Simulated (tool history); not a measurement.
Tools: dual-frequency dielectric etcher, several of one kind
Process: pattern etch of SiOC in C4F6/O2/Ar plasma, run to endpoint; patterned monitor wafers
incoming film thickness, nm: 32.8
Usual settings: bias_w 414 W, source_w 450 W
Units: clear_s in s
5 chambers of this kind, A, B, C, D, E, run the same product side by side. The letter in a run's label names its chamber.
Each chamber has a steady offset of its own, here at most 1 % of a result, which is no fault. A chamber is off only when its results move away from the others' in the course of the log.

{"run": "1D", "hour": 4.8, "bias_w": 414, "source_w": 450, "clear_s": 11.222}
{"run": "2B", "hour": 8.6, "bias_w": 414, "source_w": 450, "clear_s": 11.314}
{"run": "3C", "hour": 15.2, "bias_w": 414, "source_w": 450, "clear_s": 11.363}
{"run": "4E", "hour": 21.9, "bias_w": 414, "source_w": 450, "clear_s": 11.233}
{"run": "5A", "hour": 28.8, "bias_w": 414, "source_w": 450, "clear_s": 11.398}
{"run": "6A", "hour": 36.5, "bias_w": 414, "source_w": 450, "clear_s": 11.379}
{"run": "7D", "hour": 40.3, "bias_w": 414, "source_w": 450, "clear_s": 11.187}
{"run": "8B", "hour": 48.1, "bias_w": 414, "source_w": 450, "clear_s": 11.266}
{"run": "9C", "hour": 55.8, "bias_w": 414, "source_w": 450, "clear_s": 11.296}
{"run": "10E", "hour": 61.4, "bias_w": 414, "source_w": 450, "clear_s": 11.252}
{"run": "11E", "hour": 68.8, "bias_w": 414, "source_w": 450, "clear_s": 11.216}
{"run": "12A", "hour": 74.1, "bias_w": 414, "source_w": 450, "clear_s": 11.396}
{"run": "13C", "hour": 79.1, "bias_w": 414, "source_w": 450, "clear_s": 11.326}
{"run": "14D", "hour": 85.0, "bias_w": 414, "source_w": 450, "clear_s": 11.191}
{"run": "15B", "hour": 91.9, "bias_w": 414, "source_w": 450, "clear_s": 11.291}
{"hour": 93.4, "done": "chamber B: wet clean of the chamber"}
{"run": "16D", "hour": 98.7, "bias_w": 414, "source_w": 560, "clear_s": 10.42}
{"hour": 101.2, "done": "chamber D: wet clean of the chamber"}
{"run": "17B", "hour": 102.7, "bias_w": 414, "source_w": 560, "clear_s": 10.405}
{"run": "18E", "hour": 106.8, "bias_w": 414, "source_w": 560, "clear_s": 10.315}
{"run": "19C", "hour": 111.5, "bias_w": 414, "source_w": 560, "clear_s": 10.543}
{"run": "20A", "hour": 115.1, "bias_w": 414, "source_w": 560, "clear_s": 10.52}
{"run": "21A", "hour": 118.5, "bias_w": 414, "source_w": 450, "clear_s": 11.375}
{"run": "22D", "hour": 121.9, "bias_w": 414, "source_w": 450, "clear_s": 11.212}
{"run": "23C", "hour": 128.1, "bias_w": 468, "source_w": 520, "clear_s": 10.295}
{"run": "24B", "hour": 133.8, "bias_w": 468, "source_w": 520, "clear_s": 10.249}
{"run": "25E", "hour": 140.3, "bias_w": 468, "source_w": 520, "clear_s": 10.15}
{"run": "26A", "hour": 146.2, "bias_w": 468, "source_w": 520, "clear_s": 10.39}
{"run": "27E", "hour": 153.7, "bias_w": 468, "source_w": 520, "clear_s": 10.246}
{"run": "28C", "hour": 160.3, "bias_w": 337, "source_w": 380, "clear_s": 13.223}
{"run": "29B", "hour": 165.5, "bias_w": 337, "source_w": 380, "clear_s": 12.94}
{"run": "30D", "hour": 169.7, "bias_w": 337, "source_w": 380, "clear_s": 12.869}
{"run": "31E", "hour": 173.1, "bias_w": 337, "source_w": 380, "clear_s": 12.844}
{"run": "32A", "hour": 179.2, "bias_w": 337, "source_w": 380, "clear_s": 13.069}
{"run": "33D", "hour": 185.0, "bias_w": 414, "source_w": 450, "clear_s": 11.219}
{"run": "34C", "hour": 189.4, "bias_w": 414, "source_w": 450, "clear_s": 11.621}
{"run": "35B", "hour": 193.9, "bias_w": 414, "source_w": 450, "clear_s": 11.265}
{"run": "36D", "hour": 199.8, "bias_w": 337, "source_w": 450, "clear_s": 12.113}
{"run": "37E", "hour": 206.5, "bias_w": 337, "source_w": 450, "clear_s": 12.107}
{"run": "38C", "hour": 213.0, "bias_w": 337, "source_w": 450, "clear_s": 12.514}
{"run": "39B", "hour": 220.4, "bias_w": 337, "source_w": 450, "clear_s": 12.099}
{"run": "40A", "hour": 225.3, "bias_w": 337, "source_w": 450, "clear_s": 12.274}
{"run": "41B", "hour": 230.9, "bias_w": 414, "source_w": 450, "clear_s": 11.278}
{"run": "42C", "hour": 236.1, "bias_w": 414, "source_w": 450, "clear_s": 11.738}

What goes on in this fleet: one chamber off, a drifting gauge, or nothing beyond the chambers' own small offsets? Name the chamber and the cause, if any.

Chamber C drifts away from the others.
Cause: etch rate under this chamber's usual, % = 3.7.

Here are 4 candidates for chamber C's next run, each the usual settings with a change, their results left as question marks. Which one brings its results back in line with what the others give on the usual settings?
In line means no further than this from the other chambers' mean on the usual settings: clear_s 0.130 s
{"run": "43C-1", "hour": 241.7, "bias_w": 371, "source_w": 450, "clear_s": "?"}
{"run": "43C-2", "hour": 241.7, "bias_w": 395, "source_w": 450, "clear_s": "?"}
{"run": "43C-3", "hour": 241.7, "bias_w": 433, "source_w": 450, "clear_s": "?"}
{"run": "43C-4", "hour": 241.7, "bias_w": 414, "source_w": 500, "clear_s": "?"}

The other chambers' mean on the usual settings: clear_s 11.303 s
run=43C-1 clear_s=12.179
run=43C-2 clear_s=11.910
run=43C-3 clear_s=11.522
run=43C-4 clear_s=11.260
43C-4 brings the chamber back in line.

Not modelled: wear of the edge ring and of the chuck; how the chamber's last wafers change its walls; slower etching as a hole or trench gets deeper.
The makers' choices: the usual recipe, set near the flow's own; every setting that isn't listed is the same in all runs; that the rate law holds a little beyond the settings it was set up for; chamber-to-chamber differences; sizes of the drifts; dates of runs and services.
